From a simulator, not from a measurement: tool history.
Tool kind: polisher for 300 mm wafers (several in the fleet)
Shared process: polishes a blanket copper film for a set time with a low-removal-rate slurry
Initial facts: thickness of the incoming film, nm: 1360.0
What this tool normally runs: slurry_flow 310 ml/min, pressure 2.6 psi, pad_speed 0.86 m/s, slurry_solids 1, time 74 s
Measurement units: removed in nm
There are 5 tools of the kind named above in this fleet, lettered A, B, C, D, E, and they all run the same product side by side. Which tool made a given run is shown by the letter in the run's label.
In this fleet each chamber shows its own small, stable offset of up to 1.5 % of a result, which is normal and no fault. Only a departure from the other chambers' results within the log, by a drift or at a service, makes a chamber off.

run	hour	slurry_flow	pressure	pad_speed	slurry_solids	time	wafers polished on this pad	hours since the slurry nozzle was cleaned	hours since the head pressure was calibrated	hours since the slurry blender was calibrated	removed
1D	10.9	310	2.6	0.86	1	74	728	59.4	31.7	15	144.31
# hour 12.2: chamber A: worn pad replaced by a new one
# hour 16.1: chamber C: worn pad replaced by a new one
2E	20.9	310	2.6	0.86	1	74	476	355.1	281.4	263.7	146.46
3C	31.5	310	2.6	0.86	1	74	150	192.9	71.9	193.4	151.03
# hour 31.6: chamber D: worn pad replaced by a new one
4A	45.4	310	2.6	0.86	1	74	324	372.2	409.1	391	142.24
# hour 53.8: chamber B: worn pad replaced by a new one
5B	56.1	310	2.6	0.86	1	74	22	242.2	289.6	77.8	143.69
6A	67.5	310	2.6	0.86	1	74	539	394.3	431.2	413.1	146.12
# hour 73.3: chamber C: worn pad replaced by a new one
7E	78	310	2.6	0.86	1	74	1032	412.2	338.5	320.8	142.73
8C	87.1	310	2.6	0.86	1	74	134	248.5	127.5	249	145.75
# hour 90.7: chamber B: head pressure recalibrated
9B	95.6	310	2.6	0.86	1	74	407	281.7	5	117.3	147.16
# hour 97.2: chamber A: worn pad replaced by a new one
10D	105.4	310	3.2	0.7	1	74	719	153.9	126.2	109.5	144.41
# hour 113.4: chamber B: slurry nozzle cleaned
11E	116.3	310	3.2	0.7	1	74	1406	450.5	376.8	359.1	143.25
12B	124.2	310	3.2	0.7	1	74	686	10.9	33.6	145.9	148.53
# hour 128.5: chamber D: worn pad replaced by a new one
13A	134.1	310	3.2	0.7	1	74	360	460.9	497.8	479.7	143.71
# hour 135.1: chamber E: head pressure recalibrated
# hour 138.9: chamber A: slurry blender recalibrated
# hour 145.5: chamber C: worn pad replaced by a new one
14D	147.1	310	3.2	0.7	1	74	181	195.6	167.9	151.2	146.25
15C	157.5	310	2.6	0.86	1	74	117	318.9	197.9	319.4	147.04
# hour 158: chamber A: slurry nozzle cleaned
# hour 164: chamber D: slurry nozzle cleaned
16C	164.8	310	2.6	0.86	1	74	188	326.2	205.2	326.7	145.03
# hour 170.5: chamber A: worn pad replaced by a new one
# hour 171: chamber B: worn pad replaced by a new one
17D	172.4	310	2.6	0.86	1	74	428	8.5	193.2	176.5	141.44
18A	185	310	2.6	0.86	1	74	141	27	548.7	46.1	146.19
19B	195.1	310	2.6	0.86	1	74	235	81.8	104.5	216.8	146.02
20E	208.5	310	2.6	0.86	1	74	2304	542.7	73.4	451.3	137.81
# hour 209.5: chamber D: slurry blender recalibrated
# hour 217.1: chamber C: worn pad replaced by a new one
21B	217.1	310	2.6	0.86	1	74	449	103.8	126.5	238.8	143.24
# hour 222.2: chamber B: slurry blender recalibrated
# hour 224.2: chamber D: worn pad replaced by a new one
22E	224.8	310	2.6	0.86	1	74	2463	559	89.7	467.6	135.05
23A	234.6	310	2.6	0.86	1	74	625	76.6	598.3	95.7	143.65
# hour 239.1: chamber A: worn pad replaced by a new one
24D	243.3	310	2.6	0.86	1	74	186	79.4	264.1	33.8	143.98
25C	250.4	310	2.6	0.86	1	74	324	411.8	290.8	412.3	143.86
26D	258.8	310	2.6	0.86	1	74	337	94.9	279.6	49.3	142.71
27B	268	310	2.6	0.64	1.15	74	945	154.7	177.4	45.8	110.89
# hour 277.6: chamber C: slurry blender recalibrated
28C	279.7	310	2.6	0.64	1.15	74	610	441.1	320.1	2.1	113.06
29E	288.3	310	2.6	0.64	1.15	74	3082	622.5	153.2	531.1	100.42
# hour 294.9: chamber A: head pressure recalibrated
30A	295.4	310	2.6	0.64	1.15	74	548	137.4	0.5	156.5	113.15

Next, all 5 chambers run the settings below, one line each with question marks for the results. What does each chamber give?
31A	305.4	310	2.6	0.72	1	74					?
31B	305.4	310	2.6	0.72	1	74					?
31C	305.4	310	2.6	0.72	1	74					?
31D	305.4	310	2.6	0.72	1	74					?
31E	305.4	310	2.6	0.72	1	74					?

run	removed
31A	121.28
31B	119.14
31C	121.14
31D	120.29
31E	109.19
